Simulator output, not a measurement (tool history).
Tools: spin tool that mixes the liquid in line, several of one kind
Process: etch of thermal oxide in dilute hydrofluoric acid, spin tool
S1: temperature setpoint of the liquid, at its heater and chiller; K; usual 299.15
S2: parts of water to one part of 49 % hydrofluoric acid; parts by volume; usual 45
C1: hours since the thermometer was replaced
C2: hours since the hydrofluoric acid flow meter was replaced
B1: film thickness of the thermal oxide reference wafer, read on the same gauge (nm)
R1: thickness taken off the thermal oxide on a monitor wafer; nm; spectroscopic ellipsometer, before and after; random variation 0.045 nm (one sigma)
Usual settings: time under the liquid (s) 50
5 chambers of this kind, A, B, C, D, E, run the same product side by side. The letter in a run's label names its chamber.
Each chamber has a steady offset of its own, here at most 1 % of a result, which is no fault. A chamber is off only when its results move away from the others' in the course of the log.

{"run": "1D", "day": 0.238, "S1": 299.15, "S2": 45, "time under the liquid (s)": 50, "C1": 473.8, "C2": 147.1, "B1": 150.01, "R1": 5.813}
{"run": "2E", "day": 0.471, "S1": 299.15, "S2": 45, "time under the liquid (s)": 50, "C1": 1129.2, "C2": 335.4, "B1": 150.03, "R1": 5.8355}
{"run": "3B", "day": 0.638, "S1": 299.15, "S2": 45, "time under the liquid (s)": 50, "C1": 64.4, "C2": 920.4, "B1": 150.01, "R1": 5.7718}
{"run": "4C", "day": 0.917, "S1": 299.15, "S2": 45, "time under the liquid (s)": 50, "C1": 621.0, "C2": 689.1, "B1": 149.97, "R1": 5.7875}
{"run": "5A", "day": 1.129, "S1": 299.15, "S2": 45, "time under the liquid (s)": 50, "C1": 894.8, "C2": 1255.1, "B1": 150.0, "R1": 5.7944}
{"run": "6B", "day": 1.392, "S1": 295.65, "S2": 30, "time under the liquid (s)": 50, "C1": 82.5, "C2": 938.5, "B1": 150.0, "R1": 7.6895}
{"run": "7E", "day": 1.683, "S1": 295.65, "S2": 30, "time under the liquid (s)": 50, "C1": 1158.3, "C2": 364.5, "B1": 149.97, "R1": 7.7731}
{"run": "8C", "day": 1.942, "S1": 295.65, "S2": 30, "time under the liquid (s)": 50, "C1": 645.6, "C2": 713.7, "B1": 150.0, "R1": 7.634}
{"run": "9A", "day": 2.225, "S1": 295.65, "S2": 30, "time under the liquid (s)": 50, "C1": 921.1, "C2": 1281.4, "B1": 150.0, "R1": 7.5862}
{"run": "10D", "day": 2.383, "S1": 295.65, "S2": 30, "time under the liquid (s)": 50, "C1": 525.3, "C2": 198.6, "B1": 150.0, "R1": 7.7617}
{"run": "11A", "day": 2.679, "S1": 299.15, "S2": 45, "time under the liquid (s)": 50, "C1": 932.0, "C2": 1292.3, "B1": 149.97, "R1": 5.7413}
{"run": "12E", "day": 2.958, "S1": 299.15, "S2": 40, "time under the liquid (s)": 50, "C1": 1188.9, "C2": 395.1, "B1": 150.02, "R1": 6.462}
{"run": "13C", "day": 3.225, "S1": 299.15, "S2": 40, "time under the liquid (s)": 50, "C1": 676.4, "C2": 744.5, "B1": 149.99, "R1": 6.5586}
{"run": "14B", "day": 3.517, "S1": 299.15, "S2": 40, "time under the liquid (s)": 50, "C1": 133.5, "C2": 989.5, "B1": 150.0, "R1": 6.535}
{"run": "15D", "day": 3.783, "S1": 299.15, "S2": 40, "time under the liquid (s)": 50, "C1": 558.9, "C2": 232.2, "B1": 150.01, "R1": 6.5562}
{"run": "16B", "day": 3.971, "S1": 299.15, "S2": 40, "time under the liquid (s)": 50, "C1": 144.4, "C2": 1000.4, "B1": 150.02, "R1": 6.6194}
{"run": "17D", "day": 4.154, "S1": 299.15, "S2": 45, "time under the liquid (s)": 50, "C1": 567.8, "C2": 241.1, "B1": 150.0, "R1": 5.8001}
{"run": "18C", "day": 4.292, "S1": 299.15, "S2": 45, "time under the liquid (s)": 50, "C1": 702.0, "C2": 770.1, "B1": 150.0, "R1": 5.8462}
{"run": "19E", "day": 4.438, "S1": 299.15, "S2": 45, "time under the liquid (s)": 50, "C1": 1224.4, "C2": 430.6, "B1": 150.02, "R1": 5.752}
{"run": "20A", "day": 4.583, "S1": 299.15, "S2": 45, "time under the liquid (s)": 50, "C1": 977.7, "C2": 1338.0, "B1": 149.99, "R1": 5.5745}
{"run": "21D", "day": 4.779, "S1": 299.15, "S2": 45, "time under the liquid (s)": 50, "C1": 582.8, "C2": 256.1, "B1": 150.0, "R1": 5.7571}
{"run": "22E", "day": 5.004, "S1": 299.15, "S2": 45, "time under the liquid (s)": 50, "C1": 1238.0, "C2": 444.2, "B1": 149.98, "R1": 5.6961}
{"run": "23B", "day": 5.279, "S1": 299.15, "S2": 45, "time under the liquid (s)": 50, "C1": 175.8, "C2": 1031.8, "B1": 150.02, "R1": 5.8132}
{"run": "24C", "day": 5.579, "S1": 299.15, "S2": 45, "time under the liquid (s)": 50, "C1": 732.9, "C2": 801.0, "B1": 149.98, "R1": 5.8121}
{"run": "25A", "day": 5.725, "S1": 299.15, "S2": 45, "time under the liquid (s)": 50, "C1": 1005.1, "C2": 1365.4, "B1": 149.99, "R1": 5.4869}
{"run": "26D", "day": 6.017, "S1": 299.15, "S2": 45, "time under the liquid (s)": 50, "C1": 612.5, "C2": 285.8, "B1": 149.99, "R1": 5.8114}
{"run": "27E", "day": 6.2, "S1": 299.15, "S2": 45, "time under the liquid (s)": 50, "C1": 1266.7, "C2": 472.9, "B1": 150.01, "R1": 5.864}
{"run": "28A", "day": 6.471, "S1": 299.15, "S2": 45, "time under the liquid (s)": 50, "C1": 1023.0, "C2": 1383.3, "B1": 150.03, "R1": 5.4931}
{"day": 6.546, "done": "chamber B: hydrofluoric acid flow meter replaced"}
{"run": "29C", "day": 6.721, "S1": 299.15, "S2": 45, "time under the liquid (s)": 50, "C1": 760.3, "C2": 828.4, "B1": 149.98, "R1": 5.7729}
{"run": "30B", "day": 6.983, "S1": 299.15, "S2": 55, "time under the liquid (s)": 25, "C1": 216.7, "C2": 10.6, "B1": 150.01, "R1": 2.3475}
{"run": "31C", "day": 7.196, "S1": 299.15, "S2": 55, "time under the liquid (s)": 25, "C1": 771.7, "C2": 839.8, "B1": 150.0, "R1": 2.3288}

Next, every chamber runs the same settings. What will each give?
{"run": "32A", "day": 7.417, "S1": 299.15, "S2": 45, "time under the liquid (s)": 35, "R1": "?"}
{"run": "32B", "day": 7.417, "S1": 299.15, "S2": 45, "time under the liquid (s)": 35, "R1": "?"}
{"run": "32C", "day": 7.417, "S1": 299.15, "S2": 45, "time under the liquid (s)": 35, "R1": "?"}
{"run": "32D", "day": 7.417, "S1": 299.15, "S2": 45, "time under the liquid (s)": 35, "R1": "?"}
{"run": "32E", "day": 7.417, "S1": 299.15, "S2": 45, "time under the liquid (s)": 35, "R1": "?"}

run=32A R1=3.7781
run=32B R1=4.0554
run=32C R1=4.0581
run=32D R1=4.0699
run=32E R1=4.0162
